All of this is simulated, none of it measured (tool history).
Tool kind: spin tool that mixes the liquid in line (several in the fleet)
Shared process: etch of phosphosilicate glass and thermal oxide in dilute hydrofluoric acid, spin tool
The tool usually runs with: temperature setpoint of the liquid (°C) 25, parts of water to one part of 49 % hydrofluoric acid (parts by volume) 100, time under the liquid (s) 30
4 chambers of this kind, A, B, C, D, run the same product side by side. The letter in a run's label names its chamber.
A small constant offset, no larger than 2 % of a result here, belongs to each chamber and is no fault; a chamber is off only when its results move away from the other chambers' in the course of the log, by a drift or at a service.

run   hour  temperature setpoint of the liquid (°C)  parts of water to one part of 49 % hydrofluoric acid (parts by volume)  time under the liquid (s)  hours since the thermometer was replaced  hours since the hydrofluoric acid flow meter was replaced  read-back film thickness of the phosphosilicate glass reference wafer, read on the same gauge (nm)  read-back film thickness of the thermal oxide reference wafer, read on the same gauge (nm)  thickness taken off the phosphosilicate glass on a monitor wafer (nm)  thickness taken off the thermal oxide on a monitor wafer (nm)
 1B    3.4                                       25                                                                     100                         30                                     951.4                                                      991.9                                                                                              120.01                                                                                      100.03                                                                  62.36                                                         1.5297
 2D    7.6                                       25                                                                     100                         30                                     790.2                                                      105.8                                                                                                 120                                                                                      100.03                                                                 63.415                                                         1.4544
 3C   10.9                                       25                                                                     100                         30                                     764.8                                                     2669.8                                                                                                 120                                                                                      100.02                                                                 63.049                                                         1.5511
 4A   15.1                                       25                                                                     100                         30                                     569.5                                                      254.3                                                                                              119.99                                                                                      100.01                                                                 62.933                                                         1.5088
 5A   17.4                                       25                                                                     100                         30                                     571.8                                                      256.6                                                                                              120.01                                                                                      100.01                                                                 62.902                                                          1.505
 6C   20.8                                       25                                                                     100                         30                                     774.7                                                     2679.7                                                                                              119.98                                                                                      99.981                                                                 62.973                                                         1.5978
 7D   24.6                                       25                                                                     100                         30                                     807.2                                                      122.8                                                                                              119.98                                                                                      99.966                                                                 63.269                                                         1.4975
 8B     27                                       25                                                                     100                         30                                       975                                                     1015.5                                                                                                 120                                                                                      99.996                                                                  62.37                                                         1.5158
 9D   29.9                                       25                                                                     100                         30                                     812.5                                                      128.1                                                                                              119.99                                                                                      100.02                                                                 63.446                                                         1.5002
10B   34.1                                       25                                                                     100                         30                                     982.1                                                     1022.6                                                                                                 120                                                                                      100.02                                                                 63.075                                                          1.543
11C   38.6                                       25                                                                     100                         30                                     792.5                                                     2697.5                                                                                              120.02                                                                                      100.01                                                                 63.018                                                         1.5046
12A     42                                       25                                                                     120                         30                                     596.4                                                      281.2                                                                                              119.98                                                                                       99.99                                                                 51.282                                                         1.2512
13A     45                                       25                                                                     120                         30                                     599.4                                                      284.2                                                                                              119.98                                                                                      99.996                                                                 51.559                                                           1.24
14D   47.5                                       25                                                                     120                         30                                     830.1                                                      145.7                                                                                                 120                                                                                      99.984                                                                 50.422                                                         1.1977
15C     52                                       25                                                                     120                         30                                     805.9                                                     2710.9                                                                                              119.98                                                                                      100.01                                                                  51.02                                                         1.2343
16B   54.3                                       25                                                                     100                         30                                    1002.3                                                     1042.8                                                                                                 120                                                                                       99.99                                                                 62.535                                                         1.5482
17C   58.5                                       25                                                                     100                         30                                     812.4                                                     2717.4                                                                                              119.99                                                                                      100.01                                                                 62.746                                                          1.588
18A   61.6                                       25                                                                     100                         30                                       616                                                      300.8                                                                                              119.99                                                                                      99.995                                                                 62.873                                                         1.4837
19B     64                                       25                                                                     100                         30                                      1012                                                     1052.5                                                                                                 120                                                                                      100.06                                                                 62.666                                                         1.4866
      66.3  -- chamber B: thermometer replaced
20D   68.1                                       25                                                                     100                         30                                     850.7                                                      166.3                                                                                              119.98                                                                                      100.03                                                                  63.36                                                         1.5469
21A   72.4                                       25                                                                     100                         30                                     626.8                                                      311.6                                                                                              120.01                                                                                         100                                                                 61.762                                                         1.5385
22C   75.9                                       25                                                                     100                         30                                     829.8                                                     2734.8                                                                                              120.01                                                                                      100.05                                                                 62.555                                                         1.5196
      80.3  -- chamber A: thermometer replaced
23D   80.5                                       25                                                                     100                         30                                     863.1                                                      178.7                                                                                                 120                                                                                         100                                                                 63.236                                                         1.4627
24B   83.2                                       25                                                                     100                         30                                        17                                                     1071.7                                                                                                 120                                                                                      100.01                                                                 62.369                                                         1.5153
      87.1  -- chamber C: hydrofluoric acid flow meter replaced
25C   87.1                                       25                                                                     100                         30                                       841                                                          0                                                                                              119.98                                                                                      100.03                                                                 63.069                                                         1.5304
26D   89.5                                       25                                                                     100                         30                                     872.1                                                      187.7                                                                                              119.98                                                                                         100                                                                 63.046                                                         1.5787
27B     93                                       25                                                                     100                         30                                      26.8                                                     1081.5                                                                                              120.03                                                                                      99.993                                                                 61.705                                                          1.602
28A   96.8                                       25                                                                     100                         30                                      16.6                                                        336                                                                                                 120                                                                                      100.02                                                                 62.069                                                         1.5599
29A   99.4                                       25                                                                     100                         30                                      19.2                                                      338.6                                                                                                 120                                                                                      100.03                                                                 62.418                                                         1.4926
30C  103.6                                       25                                                                     100                         30                                     857.5                                                       16.5                                                                                              120.02                                                                                      100.01                                                                 62.968                                                         1.4596
31D  107.6                                       25                                                                     100                         30                                     890.2                                                      205.8                                                                                              120.01                                                                                      100.01                                                                 63.916                                                         1.5428
32B  111.9                                       25                                                                     100                         30                                      45.7                                                     1100.4                                                                                              119.99                                                                                      99.983                                                                 62.873                                                         1.5259
33D  115.6                                       25                                                                     100                         30                                     898.2                                                      213.8                                                                                              120.02                                                                                      100.02                                                                 63.207                                                         1.5088
34C  117.9                                       25                                                                     100                         30                                     871.8                                                       30.8                                                                                              119.99                                                                                      100.03                                                                 62.274                                                         1.5721

Is one chamber off against the others, does the gauge drift, or is nothing wrong? If a chamber is off, say which, and what the likeliest cause is.

Beyond each chamber's small constant offset nothing stands out, and the gauge stays steady.
